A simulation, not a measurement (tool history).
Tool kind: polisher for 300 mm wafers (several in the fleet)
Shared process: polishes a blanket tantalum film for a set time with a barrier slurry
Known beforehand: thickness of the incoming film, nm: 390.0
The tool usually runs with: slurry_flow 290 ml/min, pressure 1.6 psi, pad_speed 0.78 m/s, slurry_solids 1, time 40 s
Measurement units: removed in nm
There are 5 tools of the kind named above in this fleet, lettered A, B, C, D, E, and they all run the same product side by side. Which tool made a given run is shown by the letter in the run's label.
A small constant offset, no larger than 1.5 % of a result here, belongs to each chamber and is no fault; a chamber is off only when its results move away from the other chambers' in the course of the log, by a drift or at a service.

At hour 11.1: chamber A: head pressure recalibrated.
Run 1B, hour 13.7: usual settings. Result: removed 47.456 nm.
At hour 19.6: chamber B: worn pad replaced by a new one.
At hour 20.5: chamber D: worn pad replaced by a new one.
Run 2D, hour 24.9: usual settings. Result: removed 46.642 nm.
At hour 30.8: chamber C: worn pad replaced by a new one.
Run 3A, hour 38.9: usual settings. Result: removed 47.182 nm.
At hour 43.3: chamber E: worn pad replaced by a new one.
At hour 46.5: chamber C: slurry blender recalibrated.
Run 4C, hour 51.1: usual settings. Result: removed 47.457 nm.
At hour 57.2: chamber B: slurry nozzle cleaned.
At hour 59.1: chamber A: worn pad replaced by a new one.
Run 5E, hour 62.2: usual settings. Result: removed 47.176 nm.
At hour 72: chamber D: slurry nozzle cleaned.
Run 6B, hour 72.9: usual settings. Result: removed 47.256 nm.
At hour 81.2: chamber D: worn pad replaced by a new one.
Run 7C, hour 85.8: usual settings. Result: removed 47.257 nm.
At hour 93.9: chamber B: worn pad replaced by a new one.
Run 8D, hour 98: usual settings. Result: removed 48.175 nm.
Run 9A, hour 105.5: usual settings. Result: removed 47.504 nm.
At hour 109.6: chamber C: worn pad replaced by a new one.
At hour 117.8: chamber B: head pressure recalibrated.
Run 10E, hour 117.8: usual settings but time 33 s. Result: removed 38.513 nm.
At hour 120.8: chamber E: slurry blender recalibrated.
At hour 124.1: chamber E: worn pad replaced by a new one.
Run 11C, hour 124.7: usual settings but time 33 s. Result: removed 38.544 nm.
At hour 124.9: chamber B: slurry blender recalibrated.
Run 12D, hour 133.9: usual settings but time 33 s. Result: removed 39.034 nm.
At hour 135.9: chamber A: worn pad replaced by a new one.
Run 13A, hour 146.6: usual settings but time 33 s. Result: removed 38.709 nm.
At hour 155.1: chamber D: worn pad replaced by a new one.
At hour 158.1: chamber B: worn pad replaced by a new one.
Run 14E, hour 161.1: usual settings but time 33 s. Result: removed 37.598 nm.
Run 15B, hour 170.3: usual settings. Result: removed 42.482 nm.
At hour 170.9: chamber A: slurry blender recalibrated.
Run 16A, hour 183.8: usual settings. Result: removed 47.187 nm.
At hour 186.8: chamber C: worn pad replaced by a new one.
Run 17C, hour 191.1: usual settings. Result: removed 47.885 nm.
Run 18D, hour 198.8: usual settings. Result: removed 48.358 nm.
At hour 201.9: chamber A: worn pad replaced by a new one.
At hour 203.8: chamber E: worn pad replaced by a new one.
At hour 207.3: chamber C: head pressure recalibrated.
At hour 210.1: chamber C: slurry nozzle cleaned.
Run 19E, hour 211.7: usual settings. Result: removed 46.542 nm.
At hour 219.9: chamber B: worn pad replaced by a new one.
At hour 222.1: chamber D: slurry blender recalibrated.
Run 20B, hour 224: usual settings. Result: removed 43.656 nm.
At hour 232.4: chamber D: worn pad replaced by a new one.
Run 21C, hour 236.3: usual settings. Result: removed 47.652 nm.
Run 22A, hour 249.3: usual settings. Result: removed 47.184 nm.
Run 23D, hour 257.1: usual settings. Result: removed 48.031 nm.
At hour 261.6: chamber C: worn pad replaced by a new one.
At hour 266: chamber E: worn pad replaced by a new one.
Run 24B, hour 271.5: usual settings. Result: removed 42.771 nm.
At hour 278.4: chamber A: worn pad replaced by a new one.
Run 25E, hour 284.6: usual settings. Result: removed 46.829 nm.
At hour 286.1: chamber B: worn pad replaced by a new one.
Run 26E, hour 291.3: usual settings. Result: removed 46.582 nm.
At hour 293.4: chamber D: worn pad replaced by a new one.
Run 27C, hour 302.6: usual settings. Result: removed 47.1 nm.
Run 28A, hour 314.9: usual settings but pad_speed 0.62 m/s. Result: removed 37.903 nm.
Run 29B, hour 324.3: usual settings but pad_speed 0.62 m/s. Result: removed 34.507 nm.
Run 30D, hour 335: usual settings but pad_speed 0.62 m/s. Result: removed 37.398 nm.
Run 31B, hour 345.1: usual settings but pad_speed 0.62 m/s. Result: removed 34.454 nm.
At hour 347.5: chamber A: worn pad replaced by a new one.
Run 32A, hour 353.5: usual settings but pad_speed 0.62 m/s. Result: removed 37.281 nm.

Is one chamber off against the others, does the gauge drift, or is nothing wrong? If a chamber is off, say which, and what the likeliest cause is.

Chamber B came out of a service off from its peers and stayed that way.
Most likely cause: head's pressure below its setpoint, % = 8.81.

Chamber B could run next with any of the 4 candidate recipes listed below; each alters the usual settings, and their results appear as question marks. Which one brings its results back in line with what the other chambers deliver on the usual settings?
Maximum distance from the other chambers' mean on the usual settings for a result to count as in line: removed 1.7 nm
Run 33B-1, hour 364.3: usual settings but time 41 s. Result: removed ?.
Run 33B-2, hour 364.3: usual settings but time 39 s. Result: removed ?.
Run 33B-3, hour 364.3: usual settings but time 37 s. Result: removed ?.
Run 33B-4, hour 364.3: usual settings but time 44 s. Result: removed ?.

Usual-settings mean across the other chambers: removed 47.209 nm
  run  removed
33B-1   44.579
33B-2   42.404
33B-3    40.23
33B-4   47.841
Change 33B-4 lands the chamber within the allowed miss of the other chambers.
